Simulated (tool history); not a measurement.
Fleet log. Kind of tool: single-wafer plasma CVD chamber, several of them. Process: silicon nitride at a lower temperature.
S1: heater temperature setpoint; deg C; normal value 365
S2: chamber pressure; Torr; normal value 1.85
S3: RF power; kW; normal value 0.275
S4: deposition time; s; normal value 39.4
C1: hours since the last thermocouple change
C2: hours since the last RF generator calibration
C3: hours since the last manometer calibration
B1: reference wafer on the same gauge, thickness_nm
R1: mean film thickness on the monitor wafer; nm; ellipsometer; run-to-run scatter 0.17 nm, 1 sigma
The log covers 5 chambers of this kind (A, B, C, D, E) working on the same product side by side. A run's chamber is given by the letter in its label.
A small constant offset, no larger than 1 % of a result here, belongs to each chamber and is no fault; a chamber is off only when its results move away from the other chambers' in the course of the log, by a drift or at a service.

run,hour,S1,S2,S3,S4,C1,C2,C3,B1,R1
1C,4.8,365,1.85,0.275,39.4,455.6,80.6,191.5,45.636,45.027
2E,8.8,365,1.85,0.275,39.4,1328.4,434.9,290.7,45.555,45.196
3A,12.3,365,1.85,0.275,39.4,565.3,2536.6,2412.9,45.56,45.445
4D,19,365,1.85,0.275,39.4,114.5,499.8,840.2,45.603,44.548
5B,24.6,365,1.85,0.275,39.4,1518.1,743.7,620.6,45.627,44.753
6C,29.4,365,1.85,0.275,39.4,480.2,105.2,216.1,45.625,45.079
7A,34.1,379,1.85,0.31,39.4,587.1,2558.4,2434.7,45.654,49.009
8D,41.2,379,1.85,0.31,39.4,136.7,522,862.4,45.616,48.125
9B,47.4,379,1.85,0.31,39.4,1540.9,766.5,643.4,45.642,48.371
10E,52.4,379,1.85,0.31,39.4,1372,478.5,334.3,45.612,48.858
11D,56,379,1.85,0.31,39.4,151.5,536.8,877.2,45.602,48.632
12C,59.8,350,1.85,0.3,39.4,510.6,135.6,246.5,45.617,48.111
13A,66.6,350,1.85,0.3,39.4,619.6,2590.9,2467.2,45.612,48.568
# hour 68.3: chamber A: RF generator calibrated
14B,73.6,350,1.85,0.3,39.4,1567.1,792.7,669.6,45.583,47.673
15E,78.3,350,1.85,0.3,39.4,1397.9,504.4,360.2,45.584,47.842
16A,84.2,350,1.85,0.3,39.4,637.2,15.9,2484.8,45.594,48.578
17B,89.1,365,1.85,0.275,47.1,1582.6,808.2,685.1,45.608,53.304
18C,93.5,365,1.85,0.275,47.1,544.3,169.3,280.2,45.578,54.081
19E,98,365,1.85,0.275,47.1,1417.6,524.1,379.9,45.594,53.922
20D,103.2,365,1.85,0.275,47.1,198.7,584,924.4,45.593,53.641
21D,109.3,365,1.85,0.275,47.1,204.8,590.1,930.5,45.63,53.93
22B,112.5,365,1.85,0.275,39.4,1606,831.6,708.5,45.583,44.777
23C,116,365,1.85,0.275,39.4,566.8,191.8,302.7,45.575,44.971
24E,120.2,365,1.85,0.275,39.4,1439.8,546.3,402.1,45.578,45.154
25A,125.2,365,1.85,0.275,39.4,678.2,56.9,2525.8,45.626,45.374
26C,129.5,380,1.85,0.275,39.4,580.3,205.3,316.2,45.585,45.044
27B,135.3,380,1.85,0.275,39.4,1628.8,854.4,731.3,45.603,44.641
28E,141.3,380,1.85,0.275,39.4,1460.9,567.4,423.2,45.604,44.888
29D,145.8,380,1.85,0.275,39.4,241.3,626.6,967,45.603,44.241
30A,149.3,380,1.85,0.275,39.4,702.3,81,2549.9,45.586,45.418

The same settings go to every chamber for the next run, one line per chamber below. Forecast the results for each:
31A,154.4,365,1.85,0.275,45.6,,,,,?
31B,154.4,365,1.85,0.275,45.6,,,,,?
31C,154.4,365,1.85,0.275,45.6,,,,,?
31D,154.4,365,1.85,0.275,45.6,,,,,?
31E,154.4,365,1.85,0.275,45.6,,,,,?

run,R1
31A,52.752
31B,51.713
31C,51.838
31D,51.451
31E,52.344
